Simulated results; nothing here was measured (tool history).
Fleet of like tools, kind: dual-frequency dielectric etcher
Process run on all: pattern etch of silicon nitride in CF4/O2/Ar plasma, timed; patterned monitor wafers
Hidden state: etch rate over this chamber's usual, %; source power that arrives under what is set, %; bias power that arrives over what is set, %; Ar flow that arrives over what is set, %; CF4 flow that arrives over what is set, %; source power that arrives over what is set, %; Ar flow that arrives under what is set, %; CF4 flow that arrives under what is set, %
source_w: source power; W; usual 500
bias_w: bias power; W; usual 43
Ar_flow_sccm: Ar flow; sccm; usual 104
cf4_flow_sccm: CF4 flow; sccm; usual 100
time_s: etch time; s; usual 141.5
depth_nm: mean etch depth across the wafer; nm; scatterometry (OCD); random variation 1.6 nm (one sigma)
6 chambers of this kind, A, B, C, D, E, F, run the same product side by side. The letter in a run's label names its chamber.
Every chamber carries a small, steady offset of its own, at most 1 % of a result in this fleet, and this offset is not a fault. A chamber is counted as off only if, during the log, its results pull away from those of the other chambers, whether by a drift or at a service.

run   hour  source_w  bias_w  Ar_flow_sccm  cf4_flow_sccm  time_s  hours since the last wet clean  hours since the last source power generator calibration  hours since the last bias power generator calibration  hours since the last Ar flow controller change  hours since the last CF4 flow controller change  read-back reference wafer on the same gauge, depth_nm  depth_nm
 1B   15.3       500      43           104            100   141.5                           240.6                                                    884.8                                                 1879.4                                          4673.5                                           2033.6                                                 229.08    254.56
 2E   28.4       500      43           104            100   141.5                           250.8                                                   1049.6                                                 2284.6                                            1275                                           2755.9                                                 228.96    252.29
 3D   39.2       500      43           104            100   141.5                           168.3                                                    412.3                                                  288.8                                            1838                                           3344.8                                                 229.06    249.42
 4F   50.8       500      43           104            100   141.5                           516.8                                                   1952.7                                                  144.7                                             789                                            649.5                                                 228.76    253.69
 5C   59.6       500      43           104            100   141.5                           136.3                                                   1468.6                                                 1197.8                                          1524.9                                           5247.1                                                 228.78     252.5
      60.5  -- chamber F: source power generator calibrated
 6A   69.6       500      43           104            100   141.5                           293.4                                                   1477.7                                                  854.2                                            1199                                           2221.4                                                 228.81    251.69
 7F   80.5       500      43           104            100   141.5                           546.5                                                       20                                                  174.4                                           818.7                                            679.2                                                 229.35    252.87
      81.8  -- chamber E: wet clean of the chamber
 8A   93.1       500      43           104            100   141.5                           316.9                                                   1501.2                                                  877.7                                          1222.5                                           2244.9                                                    229     250.6
 9E  108.6       500      43           104            100   141.5                            26.8                                                   1129.8                                                 2364.8                                          1355.2                                           2836.1                                                  228.8    254.59
10B  118.9       500      34           104            100   141.5                           344.2                                                    988.4                                                   1983                                          4777.1                                           2137.2                                                 228.88    236.22
11D  132.6       500      34           104            100   141.5                           261.7                                                    505.7                                                  382.2                                          1931.4                                           3438.2                                                 229.16    230.01
12C  140.3       500      34           104            100   141.5                             217                                                   1549.3                                                 1278.5                                          1605.6                                           5327.8                                                 228.74    231.06
13C  156.1       500      34           104            100   141.5                           232.8                                                   1565.1                                                 1294.3                                          1621.4                                           5343.6                                                    229    228.03
     163.9  -- chamber A: wet clean of the chamber
14E  171.3       500      34           104            100   141.5                            89.5                                                   1192.5                                                 2427.5                                          1417.9                                           2898.8                                                  229.3     234.2
15B  181.7       500      34           104            100   141.5                             407                                                   1051.2                                                 2045.8                                          4839.9                                             2200                                                 228.74    235.15
     190.5  -- chamber F: wet clean of the chamber
16A  190.6       500      43           104            100   141.5                            26.7                                                   1598.7                                                  975.2                                            1320                                           2342.4                                                 229.14    253.33
17D  198.5       500      43           104            100   141.5                           327.6                                                    571.6                                                  448.1                                          1997.3                                           3504.1                                                 229.03    251.36
18F  211.1       500      43           104            100   141.5                            20.6                                                    150.6                                                    305                                           949.3                                            809.8                                                 228.78     251.2
19E  220.2       500      43           104            100   141.5                           138.4                                                   1241.4                                                 2476.4                                          1466.8                                           2947.7                                                 229.29    253.59
20C  229.8       500      43           104            100   141.5                           306.5                                                   1638.8                                                   1368                                          1695.1                                           5417.3                                                 228.55    251.05
     233.5  -- chamber B: wet clean of the chamber
21D  241.4       500      43           104            100   141.5                           370.5                                                    614.5                                                    491                                          2040.2                                             3547                                                 229.24    253.22
22F  257.2       500      43           104            100   141.5                            66.7                                                    196.7                                                  351.1                                           995.4                                            855.9                                                 229.05    251.33
23B    272       420      38           104            100   141.5                            38.5                                                   1141.5                                                 2136.1                                          4930.2                                           2290.3                                                 229.04    212.26
24A  285.7       420      38           104            100   141.5                           121.8                                                   1693.8                                                 1070.3                                          1415.1                                           2437.5                                                 228.75    204.48
25F  298.5       420      38           104            100   141.5                             108                                                      238                                                  392.4                                          1036.7                                            897.2                                                 228.94    208.91
26E  312.8       420      38           104            100   141.5                             231                                                     1334                                                   2569                                          1559.4                                           3040.3                                                 228.79    208.64
27D  328.9       420      38           104            100   141.5                             458                                                      702                                                  578.5                                          2127.7                                           3634.5                                                 229.49    207.52
28C  339.8       420      38           104            100   141.5                           416.5                                                   1748.8                                                   1478                                          1805.1                                           5527.3                                                 229.01    208.07
     345.3  -- chamber A: source power generator calibrated
       348  -- chamber C: Ar flow controller replaced
29B  353.7       500      43           104            100   141.5                           120.2                                                   1223.2                                                 2217.8                                          5011.9                                             2372                                                 229.12    259.05
30A  365.4       500      43           104            100   141.5                           201.5                                                     20.2                                                   1150                                          1494.8                                           2517.2                                                 229.41    254.82
31E  373.8       500      50           104            100   141.5                             292                                                     1395                                                   2630                                          1620.4                                           3101.3                                                 228.89    269.28
32B  380.9       500      50           104            100   141.5                           147.4                                                   1250.4                                                   2245                                          5039.1                                           2399.2                                                 229.14    274.16
     382.8  -- chamber D: wet clean of the chamber
33A  391.7       500      50           104            100   141.5                           227.8                                                     46.5                                                 1176.3                                          1521.1                                           2543.5                                                 229.26    264.91
       398  -- chamber E: wet clean of the chamber
34D  404.2       500      50           104            100   141.5                            21.4                                                    777.3                                                  653.8                                            2203                                           3709.8                                                 229.03    265.23
     413.3  -- chamber C: wet clean of the chamber
35C  417.2       500      50           104            100   141.5                             3.9                                                   1826.2                                                 1555.4                                            69.3                                           5604.7                                                  229.5    265.13
36F  429.1       500      50           104            100   141.5                           238.6                                                    368.6                                                    523                                          1167.3                                           1027.8                                                 229.16    267.22
37B  437.5       500      43           104            100   141.5                             204                                                     1307                                                 2301.6                                          5095.7                                           2455.8                                                 228.86    264.59
38E  444.8       500      43           104            100   141.5                            46.9                                                     1466                                                   2701                                          1691.4                                           3172.3                                                 228.82    253.85
39C    461       500      43           104            100   141.5                            47.7                                                     1870                                                 1599.2                                           113.1                                           5648.5                                                 229.22    250.93

Next, all 6 chambers run the settings below, one line each with question marks for the results. What does each chamber give?
40A  472.7       500      43           104            114   141.5                                                                                                                                                                                                                                                                                                                 ?
40B  472.7       500      43           104            114   141.5                                                                                                                                                                                                                                                                                                                 ?
40C  472.7       500      43           104            114   141.5                                                                                                                                                                                                                                                                                                                 ?
40D  472.7       500      43           104            114   141.5                                                                                                                                                                                                                                                                                                                 ?
40E  472.7       500      43           104            114   141.5                                                                                                                                                                                                                                                                                                                 ?
40F  472.7       500      43           104            114   141.5                                                                                                                                                                                                                                                                                                                 ?

run  depth_nm
40A    254.93
40B    269.13
40C    255.17
40D    256.94
40E       257
40F    257.37
